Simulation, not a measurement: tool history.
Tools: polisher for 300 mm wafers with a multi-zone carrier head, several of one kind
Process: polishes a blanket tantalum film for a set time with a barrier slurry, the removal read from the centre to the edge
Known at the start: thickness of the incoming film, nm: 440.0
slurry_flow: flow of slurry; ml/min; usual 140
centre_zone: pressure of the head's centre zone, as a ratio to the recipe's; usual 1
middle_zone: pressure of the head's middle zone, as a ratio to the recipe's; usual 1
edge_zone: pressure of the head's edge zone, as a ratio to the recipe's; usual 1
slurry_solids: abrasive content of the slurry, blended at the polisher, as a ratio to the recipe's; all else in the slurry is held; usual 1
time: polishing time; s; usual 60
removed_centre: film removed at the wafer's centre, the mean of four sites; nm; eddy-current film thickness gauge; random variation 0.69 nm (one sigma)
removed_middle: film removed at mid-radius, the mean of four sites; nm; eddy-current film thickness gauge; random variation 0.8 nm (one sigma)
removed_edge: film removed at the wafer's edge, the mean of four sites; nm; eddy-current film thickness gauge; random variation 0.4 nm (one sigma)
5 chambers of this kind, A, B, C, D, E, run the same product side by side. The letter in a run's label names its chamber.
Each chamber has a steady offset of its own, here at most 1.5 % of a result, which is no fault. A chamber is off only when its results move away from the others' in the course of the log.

Run 1A, day 0.167: usual settings. Result: removed_centre 55.057 nm, removed_middle 53.014 nm, removed_edge 53.341 nm.
At day 0.179: chamber A: worn pad replaced by a new one.
Run 2B, day 0.45: usual settings. Result: removed_centre 53.798 nm, removed_middle 51.406 nm, removed_edge 52.844 nm.
Run 3D, day 0.7: usual settings. Result: removed_centre 53.327 nm, removed_middle 53.098 nm, removed_edge 52.558 nm.
At day 0.817: chamber E: edge zone pressure recalibrated.
At day 0.846: chamber E: worn pad replaced by a new one.
Run 4C, day 0.883: usual settings. Result: removed_centre 52.576 nm, removed_middle 51.643 nm, removed_edge 52.858 nm.
At day 0.996: chamber C: worn pad replaced by a new one.
Run 5E, day 1.088: usual settings. Result: removed_centre 53.827 nm, removed_middle 54.211 nm, removed_edge 52.677 nm.
Run 6B, day 1.296: usual settings. Result: removed_centre 54.925 nm, removed_middle 52.313 nm, removed_edge 53.107 nm.
Run 7C, day 1.429: usual settings. Result: removed_centre 53.858 nm, removed_middle 53.114 nm, removed_edge 53.117 nm.
Run 8A, day 1.654: usual settings. Result: removed_centre 53.291 nm, removed_middle 52.93 nm, removed_edge 52.348 nm.
At day 1.883: chamber B: worn pad replaced by a new one.
Run 9D, day 1.912: usual settings. Result: removed_centre 53.16 nm, removed_middle 52.539 nm, removed_edge 53.781 nm.
At day 2.017: chamber A: edge zone pressure recalibrated.
At day 2.167: chamber D: worn pad replaced by a new one.
Run 10E, day 2.183: usual settings. Result: removed_centre 55.065 nm, removed_middle 51.737 nm, removed_edge 52.885 nm.
Run 11D, day 2.458: usual settings. Result: removed_centre 53.038 nm, removed_middle 52.802 nm, removed_edge 53.882 nm.
At day 2.625: chamber A: worn pad replaced by a new one.
Run 12E, day 2.654: usual settings but slurry_flow 165 ml/min, slurry_solids 0.9. Result: removed_centre 54.39 nm, removed_middle 54.262 nm, removed_edge 52.258 nm.
Run 13C, day 2.85: usual settings but slurry_flow 165 ml/min, slurry_solids 0.9. Result: removed_centre 53.76 nm, removed_middle 52.824 nm, removed_edge 51.637 nm.
Run 14A, day 3.029: usual settings but slurry_flow 165 ml/min, slurry_solids 0.9. Result: removed_centre 54.653 nm, removed_middle 53.383 nm, removed_edge 52.622 nm.
Run 15B, day 3.167: usual settings but slurry_flow 165 ml/min, slurry_solids 0.9. Result: removed_centre 52.99 nm, removed_middle 52.742 nm, removed_edge 52.645 nm.
At day 3.196: chamber B: centre zone pressure recalibrated.
Run 16C, day 3.325: usual settings but slurry_flow 165 ml/min, slurry_solids 0.9. Result: removed_centre 52.903 nm, removed_middle 54.537 nm, removed_edge 52.819 nm.
At day 3.542: chamber A: slurry nozzle cleaned.
Run 17B, day 3.592: usual settings. Result: removed_centre 45.811 nm, removed_middle 52.042 nm, removed_edge 52.889 nm.
At day 3.671: chamber C: worn pad replaced by a new one.
Run 18E, day 3.821: usual settings. Result: removed_centre 53.804 nm, removed_middle 52.316 nm, removed_edge 52.055 nm.
At day 3.992: chamber E: worn pad replaced by a new one.
Run 19D, day 4.121: usual settings. Result: removed_centre 52.683 nm, removed_middle 52.591 nm, removed_edge 53.666 nm.
Run 20A, day 4.267: usual settings. Result: removed_centre 54.055 nm, removed_middle 54.127 nm, removed_edge 52.767 nm.
Run 21C, day 4.533: usual settings. Result: removed_centre 53.71 nm, removed_middle 53.463 nm, removed_edge 52.75 nm.
Run 22E, day 4.8: usual settings but time 46 s. Result: removed_centre 41.193 nm, removed_middle 40.878 nm, removed_edge 40.503 nm.
Run 23D, day 5.058: usual settings but time 46 s. Result: removed_centre 41.088 nm, removed_middle 40.496 nm, removed_edge 41.173 nm.
At day 5.121: chamber E: slurry nozzle cleaned.
At day 5.254: chamber A: worn pad replaced by a new one.
Run 24A, day 5.267: usual settings but time 46 s. Result: removed_centre 40.212 nm, removed_middle 40.631 nm, removed_edge 40.747 nm.
Run 25B, day 5.567: usual settings but time 46 s. Result: removed_centre 36.326 nm, removed_middle 40.658 nm, removed_edge 40.83 nm.
Run 26C, day 5.825: usual settings but time 46 s. Result: removed_centre 40.595 nm, removed_middle 40.483 nm, removed_edge 40.715 nm.
At day 5.983: chamber B: worn pad replaced by a new one.
Run 27E, day 6.004: usual settings. Result: removed_centre 54.143 nm, removed_middle 53.654 nm, removed_edge 52.222 nm.
Run 28B, day 6.288: usual settings. Result: removed_centre 47.078 nm, removed_middle 52.269 nm, removed_edge 53.462 nm.
Run 29A, day 6.525: usual settings. Result: removed_centre 51.908 nm, removed_middle 53.895 nm, removed_edge 53.529 nm.
Run 30D, day 6.658: usual settings but slurry_flow 100 ml/min, middle_zone 0.88. Result: removed_centre 48.527 nm, removed_middle 44.159 nm, removed_edge 50.546 nm.
At day 6.838: chamber D: worn pad replaced by a new one.
Run 31D, day 6.908: usual settings but slurry_flow 100 ml/min, middle_zone 0.88. Result: removed_centre 47.491 nm, removed_middle 43.122 nm, removed_edge 51.04 nm.
At day 6.929: chamber C: worn pad replaced by a new one.
Run 32E, day 7.175: usual settings but slurry_flow 100 ml/min, middle_zone 0.88. Result: removed_centre 48.374 nm, removed_middle 43.17 nm, removed_edge 49.489 nm.
Run 33B, day 7.329: usual settings but slurry_flow 100 ml/min, middle_zone 0.88. Result: removed_centre 41.861 nm, removed_middle 44.294 nm, removed_edge 50.409 nm.
At day 7.396: chamber E: worn pad replaced by a new one.
Run 34C, day 7.629: usual settings but slurry_flow 100 ml/min, middle_zone 0.88. Result: removed_centre 48.7 nm, removed_middle 43.406 nm, removed_edge 50.016 nm.
At day 7.696: chamber A: worn pad replaced by a new one.
Run 35A, day 7.808: usual settings but edge_zone 1.11. Result: removed_centre 53.215 nm, removed_middle 53.586 nm, removed_edge 56.57 nm.
Run 36C, day 7.971: usual settings but edge_zone 1.11. Result: removed_centre 53.588 nm, removed_middle 53.708 nm, removed_edge 55.234 nm.
Run 37D, day 8.258: usual settings but edge_zone 1.11. Result: removed_centre 53.502 nm, removed_middle 51.622 nm, removed_edge 56.508 nm.
Run 38B, day 8.479: usual settings but edge_zone 1.11. Result: removed_centre 48.469 nm, removed_middle 53.515 nm, removed_edge 56.018 nm.
Run 39A, day 8.675: usual settings but edge_zone 1.11. Result: removed_centre 53.97 nm, removed_middle 53.994 nm, removed_edge 56.321 nm.
Run 40E, day 8.846: usual settings. Result: removed_centre 54.053 nm, removed_middle 53.814 nm, removed_edge 53.115 nm.
Run 41B, day 9.15: usual settings. Result: removed_centre 48.331 nm, removed_middle 52.399 nm, removed_edge 53.302 nm.
Run 42C, day 9.288: usual settings. Result: removed_centre 52.211 nm, removed_middle 52.44 nm, removed_edge 52.015 nm.

Next, every chamber runs the same settings. What will each give?
Run 43A, day 9.508: usual settings. Result: removed_centre ?, removed_middle ?, removed_edge ?.
Run 43B, day 9.508: usual settings. Result: removed_centre ?, removed_middle ?, removed_edge ?.
Run 43C, day 9.508: usual settings. Result: removed_centre ?, removed_middle ?, removed_edge ?.
Run 43D, day 9.508: usual settings. Result: removed_centre ?, removed_middle ?, removed_edge ?.
Run 43E, day 9.508: usual settings. Result: removed_centre ?, removed_middle ?, removed_edge ?.

run  removed_centre  removed_middle  removed_edge
43A          53.738          53.258        52.141
43B          46.048          52.269        53.452
43C          52.841          52.952        52.306
43D          52.182          53.696         53.12
43E          52.928          53.141          52.5
